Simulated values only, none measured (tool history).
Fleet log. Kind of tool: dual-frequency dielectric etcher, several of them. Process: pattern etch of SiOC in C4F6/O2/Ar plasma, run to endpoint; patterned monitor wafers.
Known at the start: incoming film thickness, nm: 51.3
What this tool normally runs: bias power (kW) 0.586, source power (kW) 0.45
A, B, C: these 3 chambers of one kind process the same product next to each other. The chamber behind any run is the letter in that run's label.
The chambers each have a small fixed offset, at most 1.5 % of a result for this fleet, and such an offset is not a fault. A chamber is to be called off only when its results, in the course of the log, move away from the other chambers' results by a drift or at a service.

Run 1B, hour 5.1: usual settings. Result: endpoint time (s) 15.416.
Run 2A, hour 12.8: usual settings. Result: endpoint time (s) 15.615.
Run 3C, hour 17.9: usual settings. Result: endpoint time (s) 15.387.
Run 4B, hour 24.1: usual settings. Result: endpoint time (s) 15.468.
Run 5A, hour 30: usual settings. Result: endpoint time (s) 15.683.
Run 6C, hour 35: usual settings. Result: endpoint time (s) 15.435.
Run 7C, hour 43.2: usual settings. Result: endpoint time (s) 15.396.
Run 8B, hour 47.9: usual settings. Result: endpoint time (s) 15.223.
Run 9A, hour 53.7: usual settings. Result: endpoint time (s) 15.362.
Run 10C, hour 61.1: usual settings. Result: endpoint time (s) 15.703.
Run 11B, hour 67.2: usual settings. Result: endpoint time (s) 15.296.
Run 12A, hour 74: usual settings. Result: endpoint time (s) 15.429.
Run 13A, hour 81.1: usual settings but bias power (kW) 0.505. Result: endpoint time (s) 16.327.
Run 14B, hour 86.7: usual settings but bias power (kW) 0.505. Result: endpoint time (s) 16.19.
Run 15C, hour 92.2: usual settings but bias power (kW) 0.505. Result: endpoint time (s) 16.287.
Run 16C, hour 98.2: usual settings. Result: endpoint time (s) 15.471.
Run 17A, hour 106: usual settings. Result: endpoint time (s) 15.39.
At hour 109.7: chamber A: source power generator calibrated.
Run 18B, hour 111.4: usual settings. Result: endpoint time (s) 15.308.
Run 19B, hour 115.2: usual settings. Result: endpoint time (s) 15.34.
Run 20C, hour 119.8: usual settings. Result: endpoint time (s) 15.459.
Run 21A, hour 127.6: usual settings. Result: endpoint time (s) 15.065.
Run 22A, hour 135.4: usual settings but bias power (kW) 0.727, source power (kW) 0.55. Result: endpoint time (s) 12.917.
Run 23C, hour 140.2: usual settings but bias power (kW) 0.727, source power (kW) 0.55. Result: endpoint time (s) 13.233.
Run 24B, hour 146.8: usual settings but bias power (kW) 0.727, source power (kW) 0.55. Result: endpoint time (s) 13.182.
Run 25A, hour 153.8: usual settings. Result: endpoint time (s) 14.926.
Run 26C, hour 161.7: usual settings. Result: endpoint time (s) 15.469.
Run 27B, hour 170.1: usual settings. Result: endpoint time (s) 15.305.
Run 28A, hour 176.3: usual settings. Result: endpoint time (s) 14.798.
Run 29B, hour 183.9: usual settings. Result: endpoint time (s) 15.417.
Run 30C, hour 189.6: usual settings. Result: endpoint time (s) 15.404.
Run 31B, hour 195.1: usual settings. Result: endpoint time (s) 15.401.

All chambers now run identical settings, listed one chamber a line with results as question marks. What results will each chamber show?
Run 32A, hour 201.2: usual settings. Result: endpoint time (s) ?.
Run 32B, hour 201.2: usual settings. Result: endpoint time (s) ?.
Run 32C, hour 201.2: usual settings. Result: endpoint time (s) ?.

run  endpoint time (s)
32A              14.86
32B             15.355
32C             15.566
